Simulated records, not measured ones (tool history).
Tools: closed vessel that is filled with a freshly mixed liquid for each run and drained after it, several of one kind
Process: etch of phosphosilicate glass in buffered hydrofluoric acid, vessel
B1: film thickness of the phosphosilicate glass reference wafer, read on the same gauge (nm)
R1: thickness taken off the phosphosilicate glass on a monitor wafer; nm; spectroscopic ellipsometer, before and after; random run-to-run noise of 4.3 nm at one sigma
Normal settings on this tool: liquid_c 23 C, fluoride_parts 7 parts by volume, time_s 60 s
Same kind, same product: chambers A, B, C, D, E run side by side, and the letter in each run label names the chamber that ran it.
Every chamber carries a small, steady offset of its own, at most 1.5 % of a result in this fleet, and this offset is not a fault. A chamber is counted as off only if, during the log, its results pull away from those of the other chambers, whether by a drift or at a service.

{"run": "1D", "hour": 9.5, "liquid_c": 23, "fluoride_parts": 7, "time_s": 60, "B1": 100, "R1": 523.42}
{"run": "2A", "hour": 15.0, "liquid_c": 23, "fluoride_parts": 7, "time_s": 60, "B1": 100, "R1": 515.79}
{"run": "3B", "hour": 22.5, "liquid_c": 23, "fluoride_parts": 7, "time_s": 60, "B1": 100.03, "R1": 521.24}
{"hour": 26.0, "done": "chamber D: hydrofluoric acid flow meter replaced"}
{"run": "4C", "hour": 31.0, "liquid_c": 23, "fluoride_parts": 7, "time_s": 60, "B1": 100.01, "R1": 524.48}
{"run": "5E", "hour": 41.3, "liquid_c": 23, "fluoride_parts": 7, "time_s": 60, "B1": 100, "R1": 514.11}
{"run": "6D", "hour": 50.7, "liquid_c": 23, "fluoride_parts": 7, "time_s": 60, "B1": 100, "R1": 519.75}
{"run": "7C", "hour": 61.2, "liquid_c": 23, "fluoride_parts": 7, "time_s": 60, "B1": 99.994, "R1": 516.28}
{"run": "8E", "hour": 68.1, "liquid_c": 23, "fluoride_parts": 7, "time_s": 60, "B1": 99.986, "R1": 521.19}
{"run": "9A", "hour": 76.3, "liquid_c": 23, "fluoride_parts": 7, "time_s": 60, "B1": 99.992, "R1": 507.67}
{"run": "10B", "hour": 87.2, "liquid_c": 23, "fluoride_parts": 7, "time_s": 60, "B1": 100, "R1": 523.91}
{"run": "11A", "hour": 97.9, "liquid_c": 23, "fluoride_parts": 7, "time_s": 60, "B1": 99.979, "R1": 513.49}
{"run": "12C", "hour": 105.1, "liquid_c": 23, "fluoride_parts": 7, "time_s": 60, "B1": 99.991, "R1": 527.58}
{"run": "13B", "hour": 112.0, "liquid_c": 23, "fluoride_parts": 7, "time_s": 60, "B1": 100.01, "R1": 520.41}
{"run": "14D", "hour": 120.8, "liquid_c": 23, "fluoride_parts": 7, "time_s": 60, "B1": 99.985, "R1": 534.32}
{"run": "15E", "hour": 131.7, "liquid_c": 23, "fluoride_parts": 7, "time_s": 60, "B1": 100, "R1": 517.47}
{"run": "16C", "hour": 138.9, "liquid_c": 23, "fluoride_parts": 7, "time_s": 60, "B1": 99.997, "R1": 516.88}
{"run": "17A", "hour": 143.7, "liquid_c": 23, "fluoride_parts": 7, "time_s": 60, "B1": 99.981, "R1": 517.71}
{"run": "18E", "hour": 151.2, "liquid_c": 23, "fluoride_parts": 7, "time_s": 60, "B1": 100.01, "R1": 509.18}
{"run": "19B", "hour": 159.3, "liquid_c": 23, "fluoride_parts": 7, "time_s": 60, "B1": 100, "R1": 521.16}
{"run": "20D", "hour": 164.3, "liquid_c": 23, "fluoride_parts": 7, "time_s": 60, "B1": 99.986, "R1": 543.4}
{"run": "21E", "hour": 175.2, "liquid_c": 23, "fluoride_parts": 7, "time_s": 60, "B1": 100.01, "R1": 517.12}
{"run": "22B", "hour": 182.6, "liquid_c": 23, "fluoride_parts": 7, "time_s": 60, "B1": 100.04, "R1": 522.03}
{"run": "23A", "hour": 189.1, "liquid_c": 23, "fluoride_parts": 7, "time_s": 60, "B1": 100.02, "R1": 513.52}
{"run": "24C", "hour": 199.2, "liquid_c": 23, "fluoride_parts": 7, "time_s": 60, "B1": 100.02, "R1": 513.51}
{"run": "25D", "hour": 207.3, "liquid_c": 23, "fluoride_parts": 7, "time_s": 60, "B1": 99.954, "R1": 553.88}
{"run": "26E", "hour": 212.7, "liquid_c": 23, "fluoride_parts": 7, "time_s": 60, "B1": 99.99, "R1": 519.99}
{"run": "27B", "hour": 219.5, "liquid_c": 23, "fluoride_parts": 7, "time_s": 60, "B1": 99.979, "R1": 518.61}
{"run": "28A", "hour": 228.5, "liquid_c": 23, "fluoride_parts": 7, "time_s": 90, "B1": 100.01, "R1": 763.23}
{"run": "29D", "hour": 239.5, "liquid_c": 23, "fluoride_parts": 7, "time_s": 90, "B1": 100.01, "R1": 831.45}
{"run": "30C", "hour": 248.9, "liquid_c": 23, "fluoride_parts": 7, "time_s": 90, "B1": 100.04, "R1": 789.26}
{"run": "31A", "hour": 255.0, "liquid_c": 23, "fluoride_parts": 7, "time_s": 90, "B1": 100.02, "R1": 761.13}
{"run": "32D", "hour": 264.9, "liquid_c": 23, "fluoride_parts": 7, "time_s": 90, "B1": 100.01, "R1": 842.3}

Decide between three cases: one chamber stands off from its peers, the gauge reading all wafers drifts, or nothing is wrong past each chamber's small offset. Where a chamber is off, say which and what most likely put it there.

One chamber, D, drifts off from the rest bit by bit.
Likeliest cause: liquid hotter than its thermometer reads (K) = 1.88.
The log may not separate it from: hydrofluoric acid flow above the setpoint (%).

Here are 4 candidates for chamber D's next run, each the usual settings with a change, their results left as question marks. Which one brings its results back in line with what the others give on the usual settings?
A result is in line if it is within this distance of the other chambers' mean on the usual settings: R1 15 nm
{"run": "33D-1", "hour": 272.8, "liquid_c": 23.5, "fluoride_parts": 7, "time_s": 70, "R1": "?"}
{"run": "33D-2", "hour": 272.8, "liquid_c": 23.5, "fluoride_parts": 7, "time_s": 65, "R1": "?"}
{"run": "33D-3", "hour": 272.8, "liquid_c": 22.5, "fluoride_parts": 7.5, "time_s": 55, "R1": "?"}
{"run": "33D-4", "hour": 272.8, "liquid_c": 23, "fluoride_parts": 7, "time_s": 55, "R1": "?"}

The other chambers' mean on the usual settings: R1 516.28 nm
run=33D-1 R1=679.47
run=33D-2 R1=630.94
run=33D-3 R1=469.93
run=33D-4 R1=519.64
33D-4 is the one that brings the chamber's results back in line with the other chambers.

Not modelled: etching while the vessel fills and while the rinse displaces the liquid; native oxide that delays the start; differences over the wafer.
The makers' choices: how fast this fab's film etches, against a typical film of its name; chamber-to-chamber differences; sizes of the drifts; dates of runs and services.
